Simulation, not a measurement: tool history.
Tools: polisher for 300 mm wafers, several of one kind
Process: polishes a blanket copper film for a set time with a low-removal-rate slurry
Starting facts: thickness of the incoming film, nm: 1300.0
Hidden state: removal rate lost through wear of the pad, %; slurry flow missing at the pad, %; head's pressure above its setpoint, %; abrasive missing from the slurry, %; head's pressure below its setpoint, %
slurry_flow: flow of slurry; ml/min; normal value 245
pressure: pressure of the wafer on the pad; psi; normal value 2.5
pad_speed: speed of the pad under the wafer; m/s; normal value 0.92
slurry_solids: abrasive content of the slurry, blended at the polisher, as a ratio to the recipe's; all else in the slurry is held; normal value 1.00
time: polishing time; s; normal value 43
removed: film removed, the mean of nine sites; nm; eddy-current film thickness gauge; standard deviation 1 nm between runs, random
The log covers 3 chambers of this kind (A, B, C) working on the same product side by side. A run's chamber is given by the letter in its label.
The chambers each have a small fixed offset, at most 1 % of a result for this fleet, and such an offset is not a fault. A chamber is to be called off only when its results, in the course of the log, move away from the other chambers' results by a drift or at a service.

run   hour  slurry_flow  pressure  pad_speed  slurry_solids  time  wafers polished on this pad  hours since the slurry nozzle was cleaned  hours since the head pressure was calibrated  hours since the slurry blender was calibrated  removed
 1C   10.8          245       2.5       0.92           1.00    43                          189                                      151.5                                         656.3                                          187.6   86.435
 2A   21.9          245       2.5       0.92           1.00    43                          548                                      513.3                                         118.4                                           29.6   86.733
      26.1  -- chamber A: worn pad replaced by a new one
 3B   32.9          245       2.5       0.92           1.00    43                          598                                      375.1                                         179.0                                          276.2   83.916
 4C   38.4          245       2.5       0.92           1.00    43                          552                                      179.1                                         683.9                                          215.2   86.491
 5A   47.2          245       2.5       0.92           1.00    43                          278                                      538.6                                         143.7                                           54.9   86.111
      50.6  -- chamber B: worn pad replaced by a new one
      54.3  -- chamber C: worn pad replaced by a new one
      58.0  -- chamber B: slurry blender recalibrated
 6B   58.3          245       2.5       0.92           1.00    43                          102                                      400.5                                         204.4                                            0.4   85.587
 7B   69.8          245       2.5       0.92           1.00    43                          253                                      412.0                                         215.9                                           11.9   86.255
 8C   79.2          245       2.5       0.92           1.00    43                          328                                      219.9                                         724.7                                          256.0   86.060
      79.9  -- chamber A: worn pad replaced by a new one
 9A   85.9          245       2.5       0.92           1.00    43                           79                                      577.3                                         182.4                                           93.6   87.710
10A   97.5          245       2.5       0.92           1.00    43                          231                                      588.9                                         194.0                                          105.2   83.805
      99.5  -- chamber C: worn pad replaced by a new one
11C  102.6          245       2.5       0.92           1.00    43                           41                                      243.3                                         748.1                                          279.4   87.648
     103.5  -- chamber B: worn pad replaced by a new one
12B  109.9          245       2.5       0.92           1.00    43                           84                                      452.1                                         256.0                                           52.0   84.947
13B  120.2          245       2.5       0.92           1.00    43                          220                                      462.4                                         266.3                                           62.3   86.048
14A  125.6          245       2.5       0.92           1.00    43                          601                                      617.0                                         222.1                                          133.3   84.753
     135.9  -- chamber A: worn pad replaced by a new one
15C  136.2          245       2.5       0.92           1.00    43                          484                                      276.9                                         781.7                                          313.0   83.200
     137.7  -- chamber A: slurry blender recalibrated
16B  142.8          245       2.5       0.92           1.00    43                          518                                      485.0                                         288.9                                           84.9   86.698
     146.4  -- chamber C: worn pad replaced by a new one
17C  149.9          245       2.5       0.92           1.00    43                           47                                      290.6                                         795.4                                          326.7   85.094
     158.5  -- chamber B: worn pad replaced by a new one
18A  159.4          245       2.5       0.92           1.00    43                          309                                      650.8                                         255.9                                           21.7   84.670
19C  164.8          245       2.5       0.92           1.00    43                          243                                      305.5                                         810.3                                          341.6   82.217
     166.6  -- chamber A: slurry nozzle cleaned
20B  175.4          245       2.5       0.92           1.15    43                          223                                      517.6                                         321.5                                          117.5   89.362
21A  185.3          245       2.5       0.92           1.15    43                          650                                       18.7                                         281.8                                           47.6   89.053
     188.4  -- chamber A: worn pad replaced by a new one
22A  194.5          245       2.5       0.92           1.15    43                           81                                       27.9                                         291.0                                           56.8   89.552
     195.4  -- chamber C: worn pad replaced by a new one
23B  201.6          245       2.5       0.92           1.00    43                          568                                      543.8                                         347.7                                          143.7   83.829
24C  209.1          245       2.5       0.92           1.00    43                          181                                      349.8                                         854.6                                          385.9   78.221
25B  220.8          245       2.5       0.92           1.00    43                          821                                      563.0                                         366.9                                          162.9   86.326

For the next run the whole fleet of 3 chambers uses the same settings. Give each chamber's results:
26A  229.3          245       2.5       0.92           1.00    43                                                                                                                                                                             ?
26B  229.3          245       2.5       0.92           1.00    43                                                                                                                                                                             ?
26C  229.3          245       2.5       0.92           1.00    43                                                                                                                                                                             ?

run  removed
26A   84.909
26B   84.845
26C   79.122

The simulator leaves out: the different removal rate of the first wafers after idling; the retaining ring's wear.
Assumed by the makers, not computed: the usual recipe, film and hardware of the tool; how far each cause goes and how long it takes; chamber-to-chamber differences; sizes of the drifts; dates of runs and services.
